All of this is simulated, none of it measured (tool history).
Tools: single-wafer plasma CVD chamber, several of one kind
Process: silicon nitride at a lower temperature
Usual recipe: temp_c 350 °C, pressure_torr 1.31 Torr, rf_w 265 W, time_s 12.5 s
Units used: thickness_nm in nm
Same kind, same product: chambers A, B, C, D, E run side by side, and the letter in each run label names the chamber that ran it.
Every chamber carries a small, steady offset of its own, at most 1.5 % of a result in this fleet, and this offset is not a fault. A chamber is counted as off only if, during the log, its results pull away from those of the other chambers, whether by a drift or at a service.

| run | hour | temp_c | pressure_torr | rf_w | time_s | hours since the last thermocouple change | hours since the last RF generator calibration | hours since the last manometer calibration | read-back reference wafer on the same gauge, thickness_nm | thickness_nm |
|---|---|---|---|---|---|---|---|---|---|---|
| 1E | 4.6 | 350 | 1.31 | 265 | 12.5 | 200.1 | 779.9 | 1382.8 | 12.601 | 12.837 |
| 2C | 7.9 | 350 | 1.31 | 265 | 12.5 | 1417.3 | 408.5 | 1673.3 | 12.607 | 12.608 |
| 3D | 13.9 | 350 | 1.31 | 265 | 12.5 | 1246.4 | 428.4 | 1378.1 | 12.606 | 12.661 |
| 4B | 17.4 | 350 | 1.31 | 265 | 12.5 | 2002.4 | 1258.5 | 1076.8 | 12.605 | 12.977 |
| 5A | 24.3 | 350 | 1.31 | 265 | 12.5 | 1247.8 | 460 | 815.1 | 12.607 | 12.8 |
| 6E | 30.1 | 350 | 1.31 | 265 | 12.5 | 225.6 | 805.4 | 1408.3 | 12.61 | 12.847 |
| 7B | 35.1 | 350 | 1.31 | 265 | 12.5 | 2020.1 | 1276.2 | 1094.5 | 12.614 | 12.978 |
| 8C | 38.6 | 350 | 1.31 | 265 | 12.5 | 1448 | 439.2 | 1704 | 12.612 | 12.598 |
| 9A | 43.6 | 350 | 1.31 | 265 | 12.5 | 1267.1 | 479.3 | 834.4 | 12.614 | 12.795 |
| 10D | 47.1 | 350 | 1.31 | 265 | 12.5 | 1279.6 | 461.6 | 1411.3 | 12.618 | 12.652 |
|  | 50.4 | chamber E: capacitance manometer re-zeroed and calibrated |
| 11C | 51.5 | 350 | 1.31 | 265 | 12.5 | 1460.9 | 452.1 | 1716.9 | 12.619 | 12.614 |
| 12A | 54.7 | 350 | 1.31 | 265 | 12.5 | 1278.2 | 490.4 | 845.5 | 12.622 | 12.81 |
| 13D | 59.2 | 350 | 1.31 | 265 | 12.5 | 1291.7 | 473.7 | 1423.4 | 12.619 | 12.664 |
| 14B | 64.4 | 350 | 1.31 | 265 | 12.5 | 2049.4 | 1305.5 | 1123.8 | 12.624 | 12.982 |
| 15E | 68.7 | 350 | 1.31 | 265 | 12.5 | 264.2 | 844 | 18.3 | 12.624 | 12.898 |
| 16A | 72.4 | 350 | 1.31 | 265 | 12.5 | 1295.9 | 508.1 | 863.2 | 12.626 | 12.815 |
| 17E | 76 | 350 | 1.31 | 265 | 12.5 | 271.5 | 851.3 | 25.6 | 12.629 | 12.895 |
| 18D | 82.1 | 350 | 1.31 | 265 | 12.5 | 1314.6 | 496.6 | 1446.3 | 12.627 | 12.682 |
| 19B | 88.2 | 350 | 1.31 | 265 | 12.5 | 2073.2 | 1329.3 | 1147.6 | 12.629 | 12.981 |
| 20C | 91.3 | 350 | 1.31 | 265 | 12.5 | 1500.7 | 491.9 | 1756.7 | 12.632 | 12.64 |
| 21C | 95.7 | 350 | 1.31 | 265 | 12.5 | 1505.1 | 496.3 | 1761.1 | 12.629 | 12.623 |
| 22D | 99.5 | 350 | 1.31 | 265 | 12.5 | 1332 | 514 | 1463.7 | 12.633 | 12.683 |
| 23B | 103.3 | 350 | 1.31 | 265 | 12.5 | 2088.3 | 1344.4 | 1162.7 | 12.638 | 13.012 |
| 24E | 109.3 | 350 | 1.31 | 265 | 12.5 | 304.8 | 884.6 | 58.9 | 12.64 | 12.879 |
| 25A | 113 | 350 | 1.31 | 265 | 12.5 | 1336.5 | 548.7 | 903.8 | 12.639 | 12.859 |
| 26D | 117.3 | 344 | 1.54 | 265 | 12.5 | 1349.8 | 531.8 | 1481.5 | 12.644 | 13.311 |
| 27E | 122.5 | 344 | 1.54 | 265 | 12.5 | 318 | 897.8 | 72.1 | 12.647 | 13.531 |
| 28C | 126.7 | 344 | 1.54 | 265 | 12.5 | 1536.1 | 527.3 | 1792.1 | 12.642 | 13.259 |
| 29A | 132 | 344 | 1.54 | 265 | 12.5 | 1355.5 | 567.7 | 922.8 | 12.643 | 13.477 |
| 30B | 137.5 | 344 | 1.54 | 265 | 12.5 | 2122.5 | 1378.6 | 1196.9 | 12.645 | 13.682 |
| 31E | 143.6 | 350 | 1.31 | 280 | 11.3 | 339.1 | 918.9 | 93.2 | 12.649 | 12.165 |
| 32C | 148.9 | 350 | 1.31 | 280 | 11.3 | 1558.3 | 549.5 | 1814.3 | 12.65 | 11.901 |
| 33D | 155.2 | 350 | 1.31 | 280 | 11.3 | 1387.7 | 569.7 | 1519.4 | 12.654 | 11.934 |
| 34A | 159.6 | 350 | 1.31 | 280 | 11.3 | 1383.1 | 595.3 | 950.4 | 12.658 | 12.081 |
| 35B | 165.4 | 350 | 1.31 | 280 | 11.3 | 2150.4 | 1406.5 | 1224.8 | 12.653 | 12.211 |
| 36B | 170.3 | 350 | 1.31 | 265 | 12.5 | 2155.3 | 1411.4 | 1229.7 | 12.657 | 13.033 |
| 37D | 176.1 | 350 | 1.31 | 265 | 12.5 | 1408.6 | 590.6 | 1540.3 | 12.665 | 12.718 |
| 38E | 182.9 | 350 | 1.31 | 265 | 12.5 | 378.4 | 958.2 | 132.5 | 12.667 | 12.936 |

What goes on in this fleet: one chamber off, a drifting gauge, or nothing beyond the chambers' own small offsets? Name the chamber and the cause, if any.

The shared gauge is drifting. All chambers look as if they move in step, but none is off.
Most likely cause: gauge reads high (%) = 0.534.

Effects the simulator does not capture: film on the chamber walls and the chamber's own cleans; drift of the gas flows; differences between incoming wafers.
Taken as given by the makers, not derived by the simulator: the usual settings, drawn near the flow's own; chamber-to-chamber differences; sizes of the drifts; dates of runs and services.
